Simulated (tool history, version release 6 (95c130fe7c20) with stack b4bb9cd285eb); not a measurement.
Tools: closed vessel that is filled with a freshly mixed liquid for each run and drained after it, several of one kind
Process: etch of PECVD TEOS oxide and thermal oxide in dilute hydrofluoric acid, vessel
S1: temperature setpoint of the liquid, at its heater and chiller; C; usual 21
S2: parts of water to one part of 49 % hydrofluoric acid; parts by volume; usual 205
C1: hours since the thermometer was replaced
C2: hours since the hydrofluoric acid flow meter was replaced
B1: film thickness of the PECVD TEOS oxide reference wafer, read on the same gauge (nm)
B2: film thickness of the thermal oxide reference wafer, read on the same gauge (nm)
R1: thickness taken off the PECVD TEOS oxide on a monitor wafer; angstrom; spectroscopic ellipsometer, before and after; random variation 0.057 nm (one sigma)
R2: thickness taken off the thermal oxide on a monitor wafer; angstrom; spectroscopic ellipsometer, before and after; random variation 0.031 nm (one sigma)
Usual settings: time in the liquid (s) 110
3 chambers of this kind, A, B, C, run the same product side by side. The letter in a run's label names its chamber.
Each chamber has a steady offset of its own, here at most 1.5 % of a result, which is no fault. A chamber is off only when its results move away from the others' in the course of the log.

run 1C hour=4 | S1=21 S2=205 time_in_the_liquid_(s)=110 | C1=899.8 C2=422.5 | B1=139.97 B2=109.95 | R1=88.661 R2=20.644
run 2A hour=7.9 | S1=21 S2=205 time_in_the_liquid_(s)=110 | C1=1816.3 C2=232.4 | B1=139.99 B2=110 | R1=87.524 R2=20.596
run 3B hour=11.9 | S1=21 S2=205 time_in_the_liquid_(s)=110 | C1=279.8 C2=160.8 | B1=140.02 B2=109.96 | R1=89.085 R2=20.229
run 4A hour=18.1 | S1=21 S2=205 time_in_the_liquid_(s)=110 | C1=1826.5 C2=242.6 | B1=139.99 B2=110.02 | R1=86.927 R2=20.254
run 5C hour=24.2 | S1=21 S2=205 time_in_the_liquid_(s)=110 | C1=920 C2=442.7 | B1=140.01 B2=110.06 | R1=87.146 R2=19.472
run 6B hour=28.8 | S1=21 S2=205 time_in_the_liquid_(s)=110 | C1=296.7 C2=177.7 | B1=140.03 B2=109.98 | R1=89 R2=20.565
run 7B hour=33.4 | S1=21 S2=205 time_in_the_liquid_(s)=110 | C1=301.3 C2=182.3 | B1=139.99 B2=109.95 | R1=88.947 R2=20.32
run 8A hour=39.4 | S1=21 S2=205 time_in_the_liquid_(s)=110 | C1=1847.8 C2=263.9 | B1=139.97 B2=110.05 | R1=87.134 R2=20.066
run 9C hour=43.3 | S1=21 S2=205 time_in_the_liquid_(s)=110 | C1=939.1 C2=461.8 | B1=140.07 B2=109.95 | R1=87.134 R2=19.825
run 10A hour=48.6 | S1=21 S2=205 time_in_the_liquid_(s)=110 | C1=1857 C2=273.1 | B1=139.99 B2=109.97 | R1=86.803 R2=19.802
run 11B hour=54.7 | S1=21 S2=205 time_in_the_liquid_(s)=110 | C1=322.6 C2=203.6 | B1=140.01 B2=110 | R1=89.736 R2=20.111
run 12C hour=61.1 | S1=21 S2=205 time_in_the_liquid_(s)=110 | C1=956.9 C2=479.6 | B1=139.98 B2=110.03 | R1=84.923 R2=19.495
run 13B hour=64.2 | S1=21 S2=205 time_in_the_liquid_(s)=110 | C1=332.1 C2=213.1 | B1=139.97 B2=110 | R1=89.644 R2=20.386
run 14C hour=67.6 | S1=21 S2=205 time_in_the_liquid_(s)=110 | C1=963.4 C2=486.1 | B1=139.96 B2=110.02 | R1=85.981 R2=19.707
run 15A hour=70.5 | S1=21 S2=205 time_in_the_liquid_(s)=110 | C1=1878.9 C2=295 | B1=140.01 B2=109.97 | R1=87.178 R2=20.628
run 16B hour=74.2 | S1=21 S2=205 time_in_the_liquid_(s)=110 | C1=342.1 C2=223.1 | B1=139.98 B2=109.96 | R1=89.348 R2=19.811
run 17A hour=78.9 | S1=21 S2=205 time_in_the_liquid_(s)=110 | C1=1887.3 C2=303.4 | B1=140.01 B2=109.98 | R1=87.861 R2=20.402
run 18C hour=82.4 | S1=21 S2=205 time_in_the_liquid_(s)=110 | C1=978.2 C2=500.9 | B1=140.01 B2=110.06 | R1=84.907 R2=19.741
run 19B hour=87.1 | S1=21 S2=205 time_in_the_liquid_(s)=110 | C1=355 C2=236 | B1=140.01 B2=109.99 | R1=89.206 R2=20.775
run 20A hour=91.7 | S1=21 S2=120 time_in_the_liquid_(s)=65 | C1=1900.1 C2=316.2 | B1=139.99 B2=110.06 | R1=97.159 R2=22.055
run 21C hour=97 | S1=21 S2=120 time_in_the_liquid_(s)=65 | C1=992.8 C2=515.5 | B1=140.03 B2=110 | R1=94.209 R2=20.934
run 22A hour=101.6 | S1=21 S2=120 time_in_the_liquid_(s)=65 | C1=1910 C2=326.1 | B1=139.97 B2=110.01 | R1=97.194 R2=22.79
run 23C hour=107.5 | S1=21 S2=205 time_in_the_liquid_(s)=110 | C1=1003.3 C2=526 | B1=140.04 B2=109.96 | R1=82.261 R2=18.906
-- hour=113.2 chamber A: thermometer replaced
run 24B hour=113.2 | S1=21 S2=205 time_in_the_liquid_(s)=110 | C1=381.1 C2=262.1 | B1=140.01 B2=110.01 | R1=89.058 R2=20.187
run 25C hour=116.5 | S1=21 S2=165 time_in_the_liquid_(s)=110 | C1=1012.3 C2=535 | B1=140.01 B2=109.97 | R1=107.68 R2=24.688
run 26A hour=119.5 | S1=21 S2=165 time_in_the_liquid_(s)=110 | C1=6.3 C2=344 | B1=139.97 B2=110.01 | R1=114.04 R2=26.097

What goes on in this fleet: one chamber off, a drifting gauge, or nothing beyond the chambers' own small offsets? Name the chamber and the cause, if any.

Chamber C drifts away from the others.
Cause: hydrofluoric acid flow below the setpoint (%) = 5.47.
The log may not tell that from: liquid colder than its thermometer reads (K).

Here are 4 candidates for chamber C's next run, each the usual settings with a change, their results left as question marks. Which one brings its results back in line with what the others give on the usual settings?
In line means no further than this from the other chambers' mean on the usual settings: R1 2 angstrom; R2 1.1 angstrom
run 27C-1 hour=124.1 | S1=21 S2=200 time_in_the_liquid_(s)=115 | R1=? R2=?
run 27C-2 hour=124.1 | S1=21 S2=210 time_in_the_liquid_(s)=110 | R1=? R2=?
run 27C-3 hour=124.1 | S1=21 S2=200 time_in_the_liquid_(s)=110 | R1=? R2=?
run 27C-4 hour=124.1 | S1=21 S2=210 time_in_the_liquid_(s)=105 | R1=? R2=?

The other chambers' mean on the usual settings: R1 88.612 angstrom; R2 20.226 angstrom
run=27C-1 R1=88.972 R2=20.493
run=27C-2 R1=80.142 R2=18.459
run=27C-3 R1=85.104 R2=19.602
run=27C-4 R1=76.499 R2=17.62
27C-1 brings the chamber back in line.
